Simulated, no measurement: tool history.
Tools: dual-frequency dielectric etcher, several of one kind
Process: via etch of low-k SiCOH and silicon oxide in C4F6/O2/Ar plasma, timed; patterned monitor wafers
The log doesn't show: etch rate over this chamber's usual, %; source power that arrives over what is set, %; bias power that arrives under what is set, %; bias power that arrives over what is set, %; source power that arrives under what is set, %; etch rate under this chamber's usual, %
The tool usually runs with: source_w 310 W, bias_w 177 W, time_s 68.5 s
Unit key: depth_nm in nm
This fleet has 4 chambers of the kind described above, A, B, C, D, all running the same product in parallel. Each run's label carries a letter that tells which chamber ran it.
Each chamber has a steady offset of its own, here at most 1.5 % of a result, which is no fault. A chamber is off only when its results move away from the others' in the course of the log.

run,day,source_w,bias_w,time_s,hours since the last wet clean,hours since the last source power generator calibration,hours since the last bias power generator calibration,"read-back reference wafer on the same gauge, depth_nm",depth_nm
# day 0.217: chamber A: wet clean of the chamber
1A,0.317,310,177,68.5,2.4,1050.5,2202.0,173.05,162.26
2B,0.942,310,177,68.5,275.5,2212.7,1850.8,173.06,163.50
3C,1.238,310,177,68.5,288.6,1562.3,3699.0,173.00,162.52
4D,1.583,310,177,68.5,347.2,1875.0,1202.7,172.98,159.74
5C,1.958,310,177,68.5,305.9,1579.6,3716.3,173.03,160.87
6B,2.346,310,177,68.5,309.2,2246.4,1884.5,173.02,162.56
7A,2.688,310,177,68.5,59.3,1107.4,2258.9,173.07,162.51
# day 2.992: chamber B: wet clean of the chamber
8D,3.188,310,177,68.5,385.7,1913.5,1241.2,173.05,160.12
9C,3.762,310,218,60.0,349.2,1622.9,3759.6,173.03,151.57
10D,4.267,310,218,60.0,411.6,1939.4,1267.1,172.96,150.04
11B,4.733,310,218,60.0,41.8,2303.7,1941.8,172.99,153.04
12A,5.238,310,218,60.0,120.5,1168.6,2320.1,172.93,152.11
13B,5.604,310,177,68.5,62.7,2324.6,1962.7,172.90,162.91
14C,5.900,310,177,68.5,400.5,1674.2,3810.9,172.91,161.18
15A,6.475,310,177,68.5,150.2,1198.3,2349.8,172.97,162.98
16D,7.012,310,177,68.5,477.5,2005.3,1333.0,173.00,160.38
17B,7.642,280,137,68.5,111.6,2373.5,2011.6,172.92,144.59
18A,7.938,280,137,68.5,185.3,1233.4,2384.9,172.94,143.25
# day 8.204: chamber D: wet clean of the chamber
19C,8.538,280,137,68.5,463.8,1737.5,3874.2,172.91,142.92
# day 8.854: chamber C: wet clean of the chamber
20D,9.029,280,137,68.5,19.9,2053.7,1381.4,173.07,139.74
21C,9.550,310,177,68.5,16.7,1761.8,3898.5,172.91,161.42
22D,9.917,310,177,68.5,41.2,2075.0,1402.7,173.05,156.97
23A,10.425,310,177,68.5,245.0,1293.1,2444.6,173.00,161.99
24B,10.767,310,177,68.5,186.6,2448.5,2086.6,172.84,162.62
25C,11.312,310,177,68.5,59.0,1804.1,3940.8,173.07,161.31
26D,11.850,310,177,68.5,87.6,2121.4,1449.1,172.98,157.64
27B,12.212,310,177,68.5,221.3,2483.2,2121.3,173.03,162.75
28A,12.658,310,177,68.5,298.6,1346.7,2498.2,173.04,161.86
29D,12.950,310,177,68.5,114.0,2147.8,1475.5,173.16,157.43
30C,13.583,310,177,68.5,113.5,1858.6,3995.3,173.01,161.76
31B,14.050,310,177,68.5,265.4,2527.3,2165.4,173.05,163.28
# day 14.575: chamber C: source power generator calibrated
32A,14.621,310,177,68.5,345.7,1393.8,2545.3,172.82,161.98
33B,15.196,310,177,68.5,292.9,2554.8,2192.9,173.03,163.91
34C,15.608,370,177,68.5,162.1,24.9,4043.9,173.06,173.59
35D,16.075,370,177,68.5,189.0,2222.8,1550.5,172.96,168.21
36A,16.575,370,177,68.5,392.6,1440.7,2592.2,173.06,173.24
37D,17.008,370,177,68.5,211.4,2245.2,1572.9,172.86,169.40

Predict what each chamber gives when all 4 of them run the settings below next.
38A,17.467,310,177,68.5,,,,,?
38B,17.467,310,177,68.5,,,,,?
38C,17.467,310,177,68.5,,,,,?
38D,17.467,310,177,68.5,,,,,?

run,depth_nm
38A,161.94
38B,163.65
38C,162.72
38D,156.92

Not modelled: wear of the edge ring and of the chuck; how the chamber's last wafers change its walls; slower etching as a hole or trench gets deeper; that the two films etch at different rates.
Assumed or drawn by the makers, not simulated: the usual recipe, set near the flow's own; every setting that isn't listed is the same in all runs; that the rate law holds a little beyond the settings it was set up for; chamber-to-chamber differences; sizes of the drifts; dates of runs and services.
